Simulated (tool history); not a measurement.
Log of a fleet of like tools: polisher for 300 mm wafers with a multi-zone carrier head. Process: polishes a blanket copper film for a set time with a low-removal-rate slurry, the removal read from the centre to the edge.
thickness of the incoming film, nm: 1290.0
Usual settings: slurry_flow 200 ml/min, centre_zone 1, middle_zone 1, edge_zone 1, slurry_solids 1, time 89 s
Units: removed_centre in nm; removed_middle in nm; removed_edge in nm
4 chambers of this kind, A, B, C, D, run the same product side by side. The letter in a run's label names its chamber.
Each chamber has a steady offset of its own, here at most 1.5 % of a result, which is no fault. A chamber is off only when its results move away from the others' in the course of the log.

run    day  slurry_flow  centre_zone  middle_zone  edge_zone  slurry_solids  time  removed_centre  removed_middle  removed_edge
 1C  0.188          200            1            1          1              1    89          281.13          281.85        283.62
 2D  0.317          200            1            1          1              1    89          285.33          289.34        286.42
 3A  0.508          200            1            1          1              1    89          279.31           285.3        287.49
     0.546  -- chamber C: worn pad replaced by a new one
 4B  0.625          200            1            1          1              1    89          284.57          283.11        285.19
 5D  0.817          200            1            1          1              1    89           279.2          290.93        284.78
 6B  1.042          200            1            1          1              1    89          281.72          284.41        283.44
     1.088  -- chamber B: worn pad replaced by a new one
 7A   1.25          200            1         0.94          1              1    89          288.11          274.07        286.95
       1.4  -- chamber D: worn pad replaced by a new one
 8C  1.467          200            1         0.94          1              1    89          290.61          269.17        278.58
     1.483  -- chamber B: centre zone pressure recalibrated
 9A  1.662          200            1         0.94          1              1    89          279.15           269.4        284.93
     1.725  -- chamber A: worn pad replaced by a new one
     1.733  -- chamber D: centre zone pressure recalibrated
10C  1.875          200            1         0.94          1              1    89          280.66          270.96        282.31
11B  1.992          200            1         1.08          1           1.15    89          295.13          317.97        293.69
12D   2.15          200            1         1.08          1           1.15    89          288.87          316.62        290.66
13A  2.308          200            1         1.08          1           1.15    89          289.75          312.18        292.63
14C  2.458          200            1         1.08          1           1.15    89          294.09          313.29         292.1
15B  2.562          200            1            1          1              1    89          285.54          286.57        286.56
16D  2.762          200            1            1          1              1    89          278.71          287.71        280.34
17D  2.962          200            1            1          1              1    89          277.41          291.61        282.35
     3.046  -- chamber A: slurry nozzle cleaned
18B  3.188          200            1            1          1           1.25   109          357.19          365.63        370.14
19A  3.304          200            1            1          1           1.25   109           370.5           363.7        366.34
20C  3.483          200            1            1          1           1.25   109          369.29          372.53        364.17
21D  3.617          200            1            1          1           1.25   109          360.44          369.52        366.45
     3.667  -- chamber A: worn pad replaced by a new one
22C  3.825          200            1            1          1              1    89          285.97          290.04        282.41
23A  4.025          200            1            1          1              1    89          282.86          280.08        285.01
     4.083  -- chamber A: edge zone pressure recalibrated
     4.108  -- chamber B: worn pad replaced by a new one
24B  4.225          200            1            1          1              1    89          279.49          282.13        284.32
25A  4.358          200            1            1       1.11            0.7    89           262.8           264.3        281.14
26D  4.533          200            1            1       1.11            0.7    89          264.67          265.69        279.24
27B  4.738          200            1            1       1.11            0.7    89          263.36          265.87        277.83
28C  4.875          200            1            1       1.11            0.7    89          272.04           269.2        278.49
29B  5.058          200            1            1          1              1    89          285.86          280.75         288.5

Next, every chamber runs the same settings. What will each give?
30A  5.225          200            1            1          1              1    89               ?               ?             ?
30B  5.225          200            1            1          1              1    89               ?               ?             ?
30C  5.225          200            1            1          1              1    89               ?               ?             ?
30D  5.225          200            1            1          1              1    89               ?               ?             ?

run  removed_centre  removed_middle  removed_edge
30A          289.45          284.83        284.58
30B           285.5          286.78        285.48
30C          284.73          287.31        284.02
30D          283.77          287.74        281.76
